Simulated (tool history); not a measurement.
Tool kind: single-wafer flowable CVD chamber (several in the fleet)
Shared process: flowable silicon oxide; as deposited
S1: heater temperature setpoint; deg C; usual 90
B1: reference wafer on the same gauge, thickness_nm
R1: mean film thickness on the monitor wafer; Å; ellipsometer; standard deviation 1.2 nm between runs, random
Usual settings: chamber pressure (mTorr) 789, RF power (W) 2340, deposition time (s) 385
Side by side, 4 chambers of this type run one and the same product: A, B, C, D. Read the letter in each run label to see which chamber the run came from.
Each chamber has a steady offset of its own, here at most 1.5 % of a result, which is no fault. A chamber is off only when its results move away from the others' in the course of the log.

{"hour": 0.9, "done": "chamber D: capacitance manometer re-zeroed and calibrated"}
{"run": "1A", "hour": 4.7, "S1": 90, "chamber pressure (mTorr)": 789, "RF power (W)": 2340, "deposition time (s)": 385, "B1": 369.22, "R1": 3272.4}
{"run": "2B", "hour": 7.5, "S1": 90, "chamber pressure (mTorr)": 789, "RF power (W)": 2340, "deposition time (s)": 385, "B1": 368.88, "R1": 3335.5}
{"run": "3D", "hour": 12.0, "S1": 90, "chamber pressure (mTorr)": 789, "RF power (W)": 2340, "deposition time (s)": 385, "B1": 369.31, "R1": 3284.1}
{"run": "4C", "hour": 16.0, "S1": 90, "chamber pressure (mTorr)": 789, "RF power (W)": 2340, "deposition time (s)": 385, "B1": 369.09, "R1": 3305}
{"run": "5C", "hour": 19.4, "S1": 90, "chamber pressure (mTorr)": 789, "RF power (W)": 2340, "deposition time (s)": 385, "B1": 368.97, "R1": 3301.7}
{"run": "6B", "hour": 23.1, "S1": 90, "chamber pressure (mTorr)": 789, "RF power (W)": 2340, "deposition time (s)": 385, "B1": 368.74, "R1": 3326}
{"run": "7D", "hour": 28.3, "S1": 90, "chamber pressure (mTorr)": 789, "RF power (W)": 2340, "deposition time (s)": 385, "B1": 368.8, "R1": 3294.8}
{"run": "8A", "hour": 32.2, "S1": 90, "chamber pressure (mTorr)": 789, "RF power (W)": 2340, "deposition time (s)": 385, "B1": 368.83, "R1": 3267.2}
{"run": "9B", "hour": 36.8, "S1": 90, "chamber pressure (mTorr)": 789, "RF power (W)": 2340, "deposition time (s)": 317, "B1": 369.06, "R1": 2744.9}
{"run": "10A", "hour": 42.1, "S1": 90, "chamber pressure (mTorr)": 789, "RF power (W)": 2340, "deposition time (s)": 317, "B1": 368.8, "R1": 2695.8}
{"run": "11D", "hour": 46.3, "S1": 90, "chamber pressure (mTorr)": 789, "RF power (W)": 2340, "deposition time (s)": 317, "B1": 369.36, "R1": 2734.8}
{"run": "12C", "hour": 50.8, "S1": 90, "chamber pressure (mTorr)": 789, "RF power (W)": 2340, "deposition time (s)": 317, "B1": 369.11, "R1": 2745}
{"run": "13D", "hour": 54.1, "S1": 90, "chamber pressure (mTorr)": 789, "RF power (W)": 2340, "deposition time (s)": 385, "B1": 369.17, "R1": 3302.7}
{"run": "14A", "hour": 59.5, "S1": 90, "chamber pressure (mTorr)": 789, "RF power (W)": 2340, "deposition time (s)": 385, "B1": 368.79, "R1": 3231.2}
{"run": "15C", "hour": 64.4, "S1": 90, "chamber pressure (mTorr)": 789, "RF power (W)": 2340, "deposition time (s)": 414, "B1": 368.67, "R1": 3566.6}
{"run": "16B", "hour": 68.5, "S1": 90, "chamber pressure (mTorr)": 789, "RF power (W)": 2340, "deposition time (s)": 414, "B1": 369.31, "R1": 3575.5}
{"run": "17B", "hour": 72.8, "S1": 90, "chamber pressure (mTorr)": 789, "RF power (W)": 2340, "deposition time (s)": 414, "B1": 369.06, "R1": 3587.1}
{"run": "18A", "hour": 78.5, "S1": 90, "chamber pressure (mTorr)": 789, "RF power (W)": 2340, "deposition time (s)": 414, "B1": 368.67, "R1": 3468.9}
{"run": "19C", "hour": 82.3, "S1": 90, "chamber pressure (mTorr)": 789, "RF power (W)": 2340, "deposition time (s)": 385, "B1": 369.31, "R1": 3304.3}
{"run": "20D", "hour": 86.1, "S1": 90, "chamber pressure (mTorr)": 789, "RF power (W)": 2340, "deposition time (s)": 385, "B1": 369.2, "R1": 3313.4}
{"run": "21A", "hour": 90.6, "S1": 90, "chamber pressure (mTorr)": 789, "RF power (W)": 2620, "deposition time (s)": 423, "B1": 368.58, "R1": 3575.9}
{"run": "22C", "hour": 95.3, "S1": 90, "chamber pressure (mTorr)": 789, "RF power (W)": 2620, "deposition time (s)": 423, "B1": 368.68, "R1": 3684}
{"run": "23B", "hour": 99.9, "S1": 90, "chamber pressure (mTorr)": 789, "RF power (W)": 2620, "deposition time (s)": 423, "B1": 369.05, "R1": 3721.4}
{"run": "24D", "hour": 103.1, "S1": 90, "chamber pressure (mTorr)": 789, "RF power (W)": 2620, "deposition time (s)": 423, "B1": 368.7, "R1": 3671.4}
{"hour": 106.5, "done": "chamber D: RF generator calibrated"}
{"run": "25C", "hour": 107.0, "S1": 90, "chamber pressure (mTorr)": 789, "RF power (W)": 2340, "deposition time (s)": 385, "B1": 369.23, "R1": 3326.9}
{"hour": 108.4, "done": "chamber A: RF generator calibrated"}
{"run": "26A", "hour": 110.2, "S1": 90, "chamber pressure (mTorr)": 789, "RF power (W)": 2340, "deposition time (s)": 385, "B1": 369.02, "R1": 3178.4}
{"run": "27B", "hour": 114.4, "S1": 98, "chamber pressure (mTorr)": 789, "RF power (W)": 2340, "deposition time (s)": 385, "B1": 369.19, "R1": 2548}
{"run": "28D", "hour": 118.1, "S1": 98, "chamber pressure (mTorr)": 789, "RF power (W)": 2340, "deposition time (s)": 385, "B1": 369.06, "R1": 2528.6}
{"run": "29A", "hour": 121.9, "S1": 98, "chamber pressure (mTorr)": 789, "RF power (W)": 2340, "deposition time (s)": 385, "B1": 369.19, "R1": 2423.3}
{"run": "30B", "hour": 127.5, "S1": 98, "chamber pressure (mTorr)": 789, "RF power (W)": 2340, "deposition time (s)": 385, "B1": 368.98, "R1": 2576.5}
{"run": "31D", "hour": 130.4, "S1": 90, "chamber pressure (mTorr)": 789, "RF power (W)": 2340, "deposition time (s)": 385, "B1": 369.01, "R1": 3314.5}
{"run": "32C", "hour": 135.7, "S1": 90, "chamber pressure (mTorr)": 789, "RF power (W)": 2340, "deposition time (s)": 385, "B1": 369.1, "R1": 3300.7}

Has any chamber moved away from the others, gradually or after a service, or does the common gauge drift, or do the chambers differ only by their own small steady offsets? State the chamber and the most likely cause if one applies.

One chamber, A, drifts off from the rest bit by bit.
Likeliest cause: wafer temperature above the value expected at the setpoint (K) = 1.27.
The log may not tell that from: true pressure below the setpoint (%).

Below are 4 candidate recipes for chamber A's next run, each the usual settings with a change, their results shown as question marks. Which of them brings A's results back in line with what the other chambers give on the usual settings?
To be in line, a result may differ from the other chambers' mean on the usual settings by at most: R1 41 Å
{"run": "33A-1", "hour": 140.0, "S1": 89, "chamber pressure (mTorr)": 799, "RF power (W)": 2340, "deposition time (s)": 387, "R1": "?"}
{"run": "33A-2", "hour": 140.0, "S1": 90, "chamber pressure (mTorr)": 778, "RF power (W)": 2340, "deposition time (s)": 382, "R1": "?"}
{"run": "33A-3", "hour": 140.0, "S1": 91, "chamber pressure (mTorr)": 779, "RF power (W)": 2340, "deposition time (s)": 383, "R1": "?"}
{"run": "33A-4", "hour": 140.0, "S1": 90, "chamber pressure (mTorr)": 789, "RF power (W)": 2350, "deposition time (s)": 394, "R1": "?"}

The other chambers' mean on the usual settings: R1 3314.9 Å
run=33A-1 R1=3313.1
run=33A-2 R1=3052.2
run=33A-3 R1=2964.3
run=33A-4 R1=3209.2
33A-1 puts the chamber back in line with the other chambers.
